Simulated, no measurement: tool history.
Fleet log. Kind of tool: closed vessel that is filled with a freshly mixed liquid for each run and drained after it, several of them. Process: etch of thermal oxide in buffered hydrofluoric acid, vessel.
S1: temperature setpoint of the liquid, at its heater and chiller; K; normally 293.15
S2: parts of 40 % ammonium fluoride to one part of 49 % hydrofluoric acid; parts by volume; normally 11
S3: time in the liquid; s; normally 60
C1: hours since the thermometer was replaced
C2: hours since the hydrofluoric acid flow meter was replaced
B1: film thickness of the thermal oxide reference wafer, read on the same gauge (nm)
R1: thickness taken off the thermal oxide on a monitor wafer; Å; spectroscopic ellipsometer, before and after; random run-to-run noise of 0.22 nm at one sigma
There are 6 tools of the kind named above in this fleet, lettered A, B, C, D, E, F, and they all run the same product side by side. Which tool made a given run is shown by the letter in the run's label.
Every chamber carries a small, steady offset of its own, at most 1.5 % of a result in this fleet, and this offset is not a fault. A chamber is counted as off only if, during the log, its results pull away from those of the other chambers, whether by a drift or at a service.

run,hour,S1,S2,S3,C1,C2,B1,R1
1B,2.2,293.15,11,60,173.7,900.0,120.05,516.69
2D,5.6,293.15,11,60,338.9,1314.2,120.08,506.48
3E,9.4,293.15,11,60,445.6,1632.4,119.98,509.16
4A,12.7,293.15,11,60,717.0,1209.3,119.99,507.43
5C,15.0,293.15,11,60,787.1,1672.5,120.00,507.47
6F,19.4,293.15,11,60,1749.5,453.5,120.04,503.76
7E,23.0,293.15,11,60,459.2,1646.0,120.03,506.92
8B,26.0,293.15,7,60,197.5,923.8,120.00,787.62
9A,30.3,293.15,7,60,734.6,1226.9,120.00,775.90
10F,33.7,293.15,7,60,1763.8,467.8,119.93,776.47
11C,37.8,293.15,7,60,809.9,1695.3,119.96,778.94
12D,39.9,293.15,7,60,373.2,1348.5,120.02,777.78
13F,43.9,293.15,7,60,1774.0,478.0,119.98,775.96
14B,47.9,293.15,11,60,219.4,945.7,120.00,511.39
15E,51.6,297.15,11,30,487.8,1674.6,120.02,319.80
16C,55.9,297.15,11,30,828.0,1713.4,119.98,314.78
17D,59.0,297.15,11,30,392.3,1367.6,120.05,317.51
18A,61.0,297.15,11,30,765.3,1257.6,120.01,316.55
19B,63.3,297.15,11,30,234.8,961.1,119.99,320.50
20C,67.2,297.15,11,30,839.3,1724.7,120.05,316.25
21A,71.8,293.15,11,60,776.1,1268.4,119.98,514.22
22D,74.3,293.15,11,60,407.6,1382.9,119.98,508.27
23F,76.5,290.15,11,60,1806.6,510.6,120.02,423.11
24E,80.9,290.15,11,60,517.1,1703.9,120.00,426.66
25B,83.4,290.15,11,60,254.9,981.2,120.01,433.25
26D,86.0,290.15,11,60,419.3,1394.6,119.96,423.24
27C,90.4,290.15,11,60,862.5,1747.9,120.01,431.24
28A,93.7,290.15,11,60,798.0,1290.3,119.97,439.65
# hour 95.1: chamber B: hydrofluoric acid flow meter replaced
29E,96.6,293.15,11,60,532.8,1719.6,119.99,505.01
30F,100.5,293.15,11,60,1830.6,534.6,119.95,499.74
31C,103.0,293.15,11,60,875.1,1760.5,120.01,509.73
32E,105.2,293.15,11,60,541.4,1728.2,120.01,511.41
33A,107.4,293.15,11,60,811.7,1304.0,119.99,520.20
34B,111.5,293.15,11,60,283.0,16.4,119.97,512.93
35D,114.9,293.15,15,90,448.2,1423.5,120.02,556.48
36F,117.6,293.15,15,90,1847.7,551.7,119.97,558.14
37C,119.7,293.15,15,90,891.8,1777.2,119.99,562.48
38E,124.2,293.15,15,90,560.4,1747.2,120.02,563.97
39A,126.8,293.15,15,90,831.1,1323.4,119.97,582.55
40D,130.8,293.15,15,90,464.1,1439.4,120.04,554.69
41F,134.2,293.15,11,60,1864.3,568.3,119.96,499.95

Decide between three cases: one chamber stands off from its peers, the gauge reading all wafers drifts, or nothing is wrong past each chamber's small offset. Where a chamber is off, say which and what most likely put it there.

Little by little, chamber A moves away from the other chambers.
Cause: hydrofluoric acid flow above the setpoint (%) = 4.87.
The log may not tell that from: liquid hotter than its thermometer reads (K).

Below are 4 candidate recipes for chamber A's next run, each the usual settings with a change, their results shown as question marks. Which of them brings A's results back in line with what the other chambers give on the usual settings?
In line here means within this much of the mean the other chambers give on the usual settings: R1 7.60 Å
42A-1,137.5,293.15,10.5,60,,,,?
42A-2,137.5,293.15,10.0,60,,,,?
42A-3,137.5,293.15,11.5,60,,,,?
42A-4,137.5,292.65,11.5,60,,,,?

The other chambers' mean on the usual settings: R1 506.51 Å
run,R1
42A-1,552.19
42A-2,569.55
42A-3,505.80
42A-4,491.81
The right change is 42A-3: it brings the chamber back within the allowed miss of the others.

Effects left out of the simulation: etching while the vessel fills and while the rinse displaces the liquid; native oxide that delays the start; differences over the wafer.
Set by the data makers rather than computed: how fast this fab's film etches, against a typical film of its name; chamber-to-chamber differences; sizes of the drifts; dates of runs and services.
